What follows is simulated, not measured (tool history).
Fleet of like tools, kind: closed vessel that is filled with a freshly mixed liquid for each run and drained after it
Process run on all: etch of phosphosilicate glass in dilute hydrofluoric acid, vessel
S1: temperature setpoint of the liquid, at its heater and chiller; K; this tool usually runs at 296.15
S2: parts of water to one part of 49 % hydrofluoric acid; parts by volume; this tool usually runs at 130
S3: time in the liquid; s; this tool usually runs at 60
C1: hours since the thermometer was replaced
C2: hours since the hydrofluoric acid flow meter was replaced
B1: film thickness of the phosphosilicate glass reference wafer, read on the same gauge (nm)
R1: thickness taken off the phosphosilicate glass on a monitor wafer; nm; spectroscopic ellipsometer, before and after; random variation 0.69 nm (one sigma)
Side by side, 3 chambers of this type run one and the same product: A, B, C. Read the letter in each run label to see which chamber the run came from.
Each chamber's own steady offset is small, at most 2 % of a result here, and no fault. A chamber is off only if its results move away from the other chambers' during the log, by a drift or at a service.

| run | hour | S1 | S2 | S3 | C1 | C2 | B1 | R1 |
|---|---|---|---|---|---|---|---|---|
| 1A | 4.9 | 296.15 | 130 | 60 | 871.5 | 1058.7 | 30.005 | 67.774 |
| 2C | 10.6 | 296.15 | 130 | 60 | 364.4 | 1068.5 | 30.01 | 71.385 |
| 3B | 14.5 | 296.15 | 130 | 60 | 193.8 | 300.9 | 29.981 | 69.183 |
| 4C | 21 | 296.15 | 130 | 60 | 374.8 | 1078.9 | 29.993 | 71.116 |
| 5A | 26.3 | 296.15 | 130 | 60 | 892.9 | 1080.1 | 30.003 | 67.588 |
| 6B | 32.9 | 296.15 | 130 | 60 | 212.2 | 319.3 | 29.997 | 68.147 |
| 7B | 38.3 | 296.15 | 130 | 60 | 217.6 | 324.7 | 30.03 | 69.701 |
| 8C | 41.6 | 296.15 | 130 | 60 | 395.4 | 1099.5 | 30.014 | 70.993 |
| 9A | 46.6 | 292.65 | 130 | 40 | 913.2 | 1100.4 | 30.017 | 39.128 |
| 10A | 49.7 | 292.65 | 130 | 40 | 916.3 | 1103.5 | 29.996 | 39.615 |
| 11C | 53.5 | 292.65 | 130 | 40 | 407.3 | 1111.4 | 29.992 | 40.292 |
| 12B | 56.8 | 296.15 | 130 | 60 | 236.1 | 343.2 | 29.993 | 69.061 |
| 13A | 60.6 | 296.15 | 130 | 60 | 927.2 | 1114.4 | 30.017 | 68.768 |
| 14B | 64.1 | 296.15 | 130 | 60 | 243.4 | 350.5 | 30.007 | 69.377 |
| 15C | 67.9 | 296.15 | 130 | 60 | 421.7 | 1125.8 | 29.99 | 69.618 |
| 16C | 74.3 | 296.15 | 130 | 60 | 428.1 | 1132.2 | 29.995 | 70.314 |
| 17A | 78.8 | 296.15 | 130 | 60 | 945.4 | 1132.6 | 30.014 | 69.568 |
| 18B | 84.7 | 299.65 | 130 | 60 | 264 | 371.1 | 29.999 | 78.889 |
| 19C | 88.4 | 299.65 | 130 | 60 | 442.2 | 1146.3 | 29.993 | 79.971 |
| 20B | 92.3 | 299.65 | 130 | 60 | 271.6 | 378.7 | 29.989 | 78.764 |
| 21A | 97.8 | 296.15 | 130 | 60 | 964.4 | 1151.6 | 29.982 | 71.163 |
| 22C | 102.8 | 296.15 | 90 | 40 | 456.6 | 1160.7 | 29.998 | 71.936 |
| 23A | 106.7 | 296.15 | 90 | 40 | 973.3 | 1160.5 | 30.017 | 71.57 |
| 24B | 113.6 | 296.15 | 90 | 40 | 292.9 | 400 | 30.007 | 69.629 |
| 25C | 119.7 | 296.15 | 130 | 60 | 473.5 | 1177.6 | 30 | 69.377 |
| 26B | 123 | 297.65 | 110 | 60 | 302.3 | 409.4 | 30.007 | 86.921 |
| 27A | 128.1 | 297.65 | 110 | 60 | 994.7 | 1181.9 | 30.001 | 94.177 |
| 28A | 133 | 297.65 | 110 | 60 | 999.6 | 1186.8 | 29.995 | 94.103 |
| 29B | 136.2 | 296.15 | 130 | 60 | 315.5 | 422.6 | 29.99 | 68.571 |
| 30C | 140 | 296.15 | 130 | 60 | 493.8 | 1197.9 | 30.001 | 70.54 |
| 31C | 146 | 296.15 | 95 | 60 | 499.8 | 1203.9 | 30.014 | 99.675 |
| 32A | 152.8 | 296.15 | 95 | 60 | 1019.4 | 1206.6 | 29.991 | 105.56 |

Does one chamber stand apart from the rest, does the shared gauge drift, or is all well apart from small per-chamber offsets? Give the chamber and the most likely cause, where there is one.

One chamber, A, drifts off from the rest bit by bit.
Likeliest cause: liquid hotter than its thermometer reads (K) = 2.54.
It could be hard to tell apart here from: hydrofluoric acid flow above the setpoint (%).

Here are 4 candidates for chamber A's next run, each the usual settings with a change, their results left as question marks. Which one brings its results back in line with what the others give on the usual settings?
Maximum distance from the other chambers' mean on the usual settings for a result to count as in line: R1 2.4 nm
| 33A-1 | 157.7 | 296.15 | 140 | 60 |  |  |  | ? |
| 33A-2 | 157.7 | 300.65 | 130 | 60 |  |  |  | ? |
| 33A-3 | 157.7 | 296.15 | 140 | 55 |  |  |  | ? |
| 33A-4 | 157.7 | 298.15 | 130 | 60 |  |  |  | ? |

Usual-settings mean across the other chambers: R1 69.572 nm
| run | R1 |
|---|---|
| 33A-1 | 69.18 |
| 33A-2 | 89.003 |
| 33A-3 | 63.415 |
| 33A-4 | 81.201 |
With 33A-1, the chamber falls back in line with the rest.
